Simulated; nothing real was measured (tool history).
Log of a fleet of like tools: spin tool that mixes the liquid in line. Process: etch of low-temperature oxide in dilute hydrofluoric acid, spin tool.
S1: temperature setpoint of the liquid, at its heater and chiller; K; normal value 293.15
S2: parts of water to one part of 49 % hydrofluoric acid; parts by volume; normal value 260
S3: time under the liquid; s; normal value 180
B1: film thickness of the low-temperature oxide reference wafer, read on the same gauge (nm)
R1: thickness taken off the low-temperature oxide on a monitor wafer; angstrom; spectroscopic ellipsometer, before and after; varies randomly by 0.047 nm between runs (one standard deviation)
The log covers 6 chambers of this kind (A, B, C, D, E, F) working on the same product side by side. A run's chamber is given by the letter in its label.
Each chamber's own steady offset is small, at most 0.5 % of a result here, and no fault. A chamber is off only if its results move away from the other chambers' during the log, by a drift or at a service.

Run 1B, hour 6.0: usual settings; B1 69.986. Result: R1 109.00 angstrom.
Run 2A, hour 12.3: usual settings; B1 70.003. Result: R1 108.85 angstrom.
Run 3E, hour 19.0: usual settings; B1 69.991. Result: R1 108.60 angstrom.
At hour 23.7: chamber B: thermometer replaced.
Run 4F, hour 28.4: usual settings; B1 69.987. Result: R1 107.55 angstrom.
Run 5C, hour 36.0: usual settings; B1 70.008. Result: R1 108.26 angstrom.
Run 6D, hour 47.1: usual settings; B1 70.008. Result: R1 108.78 angstrom.
Run 7A, hour 55.0: usual settings but S1 296.65 K; B1 69.998. Result: R1 122.28 angstrom.
Run 8C, hour 61.1: usual settings but S1 296.65 K; B1 70.004. Result: R1 123.83 angstrom.
Run 9E, hour 71.8: usual settings but S1 296.65 K; B1 70.016. Result: R1 122.68 angstrom.
At hour 76.4: chamber B: hydrofluoric acid flow meter replaced.
Run 10D, hour 82.2: usual settings but S1 296.65 K; B1 70.000. Result: R1 124.06 angstrom.
Run 11F, hour 95.5: usual settings but S1 296.65 K; B1 70.000. Result: R1 122.93 angstrom.
Run 12B, hour 102.3: usual settings but S1 296.65 K; B1 69.973. Result: R1 123.31 angstrom.
Run 13E, hour 112.3: usual settings but S2 150 parts by volume, S3 225 s; B1 69.975. Result: R1 258.38 angstrom.
Run 14A, hour 118.2: usual settings but S2 150 parts by volume, S3 225 s; B1 69.995. Result: R1 257.15 angstrom.
Run 15D, hour 131.6: usual settings but S2 150 parts by volume, S3 225 s; B1 69.982. Result: R1 262.82 angstrom.
Run 16C, hour 138.0: usual settings but S2 150 parts by volume, S3 225 s; B1 69.998. Result: R1 259.60 angstrom.
Run 17F, hour 144.0: usual settings but S2 150 parts by volume, S3 225 s; B1 70.013. Result: R1 259.66 angstrom.
Run 18B, hour 151.2: usual settings but S2 150 parts by volume, S3 225 s; B1 69.999. Result: R1 262.59 angstrom.
Run 19E, hour 159.6: usual settings; B1 70.024. Result: R1 108.12 angstrom.
Run 20F, hour 165.5: usual settings; B1 70.011. Result: R1 108.17 angstrom.
Run 21D, hour 173.5: usual settings; B1 69.973. Result: R1 107.71 angstrom.
Run 22A, hour 183.0: usual settings; B1 70.020. Result: R1 108.29 angstrom.
Run 23B, hour 194.7: usual settings; B1 70.031. Result: R1 108.18 angstrom.
Run 24C, hour 207.0: usual settings; B1 70.003. Result: R1 108.59 angstrom.
Run 25F, hour 215.9: usual settings; B1 70.007. Result: R1 106.93 angstrom.
Run 26A, hour 228.8: usual settings but S1 295.15 K, S3 240 s; B1 70.001. Result: R1 155.38 angstrom.
Run 27C, hour 240.7: usual settings but S1 295.15 K, S3 240 s; B1 69.986. Result: R1 154.89 angstrom.
Run 28E, hour 253.5: usual settings but S1 295.15 K, S3 240 s; B1 70.018. Result: R1 155.33 angstrom.
Run 29D, hour 260.5: usual settings but S1 295.15 K, S3 240 s; B1 70.002. Result: R1 155.18 angstrom.
Run 30B, hour 267.0: usual settings but S1 295.15 K, S3 240 s; B1 69.989. Result: R1 154.66 angstrom.
Run 31E, hour 280.4: usual settings but S1 295.15 K, S3 240 s; B1 69.987. Result: R1 153.83 angstrom.
Run 32F, hour 289.9: usual settings; B1 69.990. Result: R1 107.51 angstrom.
Run 33D, hour 297.0: usual settings; B1 70.005. Result: R1 108.25 angstrom.
Run 34A, hour 308.3: usual settings; B1 69.999. Result: R1 107.38 angstrom.
Run 35C, hour 314.5: usual settings; B1 70.016. Result: R1 108.20 angstrom.
Run 36B, hour 321.4: usual settings; B1 69.995. Result: R1 108.90 angstrom.
Run 37C, hour 330.1: usual settings; B1 70.011. Result: R1 108.26 angstrom.
Run 38A, hour 338.1: usual settings; B1 69.998. Result: R1 107.83 angstrom.
Run 39B, hour 345.2: usual settings; B1 70.000. Result: R1 108.85 angstrom.
Run 40D, hour 353.7: usual settings; B1 70.022. Result: R1 108.80 angstrom.
Run 41E, hour 359.6: usual settings; B1 70.003. Result: R1 107.90 angstrom.

All chambers now run identical settings, listed one chamber a line with results as question marks. What results will each chamber show?
Run 42A, hour 369.2: usual settings. Result: R1 ?.
Run 42B, hour 369.2: usual settings. Result: R1 ?.
Run 42C, hour 369.2: usual settings. Result: R1 ?.
Run 42D, hour 369.2: usual settings. Result: R1 ?.
Run 42E, hour 369.2: usual settings. Result: R1 ?.
Run 42F, hour 369.2: usual settings. Result: R1 ?.

run      R1
42A  107.97
42B  108.31
42C  108.25
42D  109.44
42E  108.00
42F  106.73

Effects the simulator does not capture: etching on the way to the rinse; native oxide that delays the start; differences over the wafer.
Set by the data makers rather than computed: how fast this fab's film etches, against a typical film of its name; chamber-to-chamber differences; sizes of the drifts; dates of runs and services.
